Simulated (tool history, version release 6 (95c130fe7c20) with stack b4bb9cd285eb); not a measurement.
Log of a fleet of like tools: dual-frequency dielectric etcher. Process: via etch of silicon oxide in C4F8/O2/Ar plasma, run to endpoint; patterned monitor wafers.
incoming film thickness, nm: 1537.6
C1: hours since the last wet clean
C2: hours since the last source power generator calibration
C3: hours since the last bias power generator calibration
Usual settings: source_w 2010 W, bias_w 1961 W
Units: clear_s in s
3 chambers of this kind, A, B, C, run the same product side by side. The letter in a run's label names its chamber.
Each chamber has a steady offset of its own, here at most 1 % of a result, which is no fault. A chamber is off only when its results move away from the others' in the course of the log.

{"run": "1C", "hour": 4.6, "source_w": 2010, "bias_w": 1961, "C1": 177.8, "C2": 2204.9, "C3": 324.2, "clear_s": 308.88}
{"run": "2A", "hour": 12.1, "source_w": 2010, "bias_w": 1961, "C1": 257.8, "C2": 1085.7, "C3": 2094.8, "clear_s": 302.45}
{"hour": 17.6, "done": "chamber B: wet clean of the chamber"}
{"run": "3B", "hour": 19.2, "source_w": 2010, "bias_w": 1961, "C1": 1.7, "C2": 3470.3, "C3": 439.1, "clear_s": 305.48}
{"run": "4B", "hour": 25.9, "source_w": 2010, "bias_w": 1961, "C1": 8.4, "C2": 3477, "C3": 445.8, "clear_s": 303.04}
{"run": "5A", "hour": 29.2, "source_w": 2010, "bias_w": 2135, "C1": 274.9, "C2": 1102.8, "C3": 2111.9, "clear_s": 298.04}
{"run": "6C", "hour": 36.9, "source_w": 2010, "bias_w": 2135, "C1": 210.1, "C2": 2237.2, "C3": 356.5, "clear_s": 299.56}
{"run": "7B", "hour": 44.4, "source_w": 2010, "bias_w": 2135, "C1": 26.9, "C2": 3495.5, "C3": 464.3, "clear_s": 298.92}
{"run": "8A", "hour": 48.7, "source_w": 2010, "bias_w": 1961, "C1": 294.4, "C2": 1122.3, "C3": 2131.4, "clear_s": 307.67}
{"run": "9C", "hour": 54.4, "source_w": 2010, "bias_w": 1961, "C1": 227.6, "C2": 2254.7, "C3": 374, "clear_s": 307.56}
{"run": "10C", "hour": 58.6, "source_w": 2010, "bias_w": 1961, "C1": 231.8, "C2": 2258.9, "C3": 378.2, "clear_s": 303.49}
{"run": "11A", "hour": 64.1, "source_w": 2010, "bias_w": 1961, "C1": 309.8, "C2": 1137.7, "C3": 2146.8, "clear_s": 304.42}
{"run": "12B", "hour": 69.4, "source_w": 2010, "bias_w": 1961, "C1": 51.9, "C2": 3520.5, "C3": 489.3, "clear_s": 301.52}
{"run": "13A", "hour": 72.8, "source_w": 2010, "bias_w": 1961, "C1": 318.5, "C2": 1146.4, "C3": 2155.5, "clear_s": 308.06}
{"run": "14B", "hour": 80.5, "source_w": 2010, "bias_w": 1961, "C1": 63, "C2": 3531.6, "C3": 500.4, "clear_s": 305.89}
{"run": "15C", "hour": 87.7, "source_w": 2010, "bias_w": 1961, "C1": 260.9, "C2": 2288, "C3": 407.3, "clear_s": 306.52}
{"run": "16C", "hour": 94.1, "source_w": 2010, "bias_w": 1961, "C1": 267.3, "C2": 2294.4, "C3": 413.7, "clear_s": 307.25}
{"run": "17B", "hour": 98.1, "source_w": 2010, "bias_w": 1961, "C1": 80.6, "C2": 3549.2, "C3": 518, "clear_s": 304.68}
{"run": "18A", "hour": 105.5, "source_w": 2010, "bias_w": 1961, "C1": 351.2, "C2": 1179.1, "C3": 2188.2, "clear_s": 303.59}
{"run": "19B", "hour": 112.4, "source_w": 2010, "bias_w": 1961, "C1": 94.9, "C2": 3563.5, "C3": 532.3, "clear_s": 300.83}
{"run": "20A", "hour": 119.3, "source_w": 2010, "bias_w": 1961, "C1": 365, "C2": 1192.9, "C3": 2202, "clear_s": 305.52}
{"run": "21C", "hour": 124.2, "source_w": 2010, "bias_w": 1961, "C1": 297.4, "C2": 2324.5, "C3": 443.8, "clear_s": 303.72}
{"run": "22C", "hour": 129.4, "source_w": 2010, "bias_w": 1961, "C1": 302.6, "C2": 2329.7, "C3": 449, "clear_s": 308.22}
{"run": "23B", "hour": 135.0, "source_w": 2010, "bias_w": 1961, "C1": 117.5, "C2": 3586.1, "C3": 554.9, "clear_s": 303.98}
{"run": "24A", "hour": 138.7, "source_w": 2010, "bias_w": 1961, "C1": 384.4, "C2": 1212.3, "C3": 2221.4, "clear_s": 303.4}
{"run": "25B", "hour": 143.4, "source_w": 2010, "bias_w": 1961, "C1": 125.9, "C2": 3594.5, "C3": 563.3, "clear_s": 301.03}
{"run": "26A", "hour": 149.8, "source_w": 2010, "bias_w": 1961, "C1": 395.5, "C2": 1223.4, "C3": 2232.5, "clear_s": 303.19}
{"run": "27C", "hour": 156.5, "source_w": 2010, "bias_w": 1961, "C1": 329.7, "C2": 2356.8, "C3": 476.1, "clear_s": 307.07}
{"run": "28A", "hour": 163.6, "source_w": 2010, "bias_w": 2417, "C1": 409.3, "C2": 1237.2, "C3": 2246.3, "clear_s": 287.37}
{"run": "29C", "hour": 170.6, "source_w": 2010, "bias_w": 2417, "C1": 343.8, "C2": 2370.9, "C3": 490.2, "clear_s": 287.85}
{"run": "30B", "hour": 174.7, "source_w": 2010, "bias_w": 2417, "C1": 157.2, "C2": 3625.8, "C3": 594.6, "clear_s": 286.27}

Is one chamber off against the others, does the gauge drift, or is nothing wrong? If a chamber is off, say which, and what the likeliest cause is.

No chamber stands off beyond its own small offset, and the gauge holds steady.

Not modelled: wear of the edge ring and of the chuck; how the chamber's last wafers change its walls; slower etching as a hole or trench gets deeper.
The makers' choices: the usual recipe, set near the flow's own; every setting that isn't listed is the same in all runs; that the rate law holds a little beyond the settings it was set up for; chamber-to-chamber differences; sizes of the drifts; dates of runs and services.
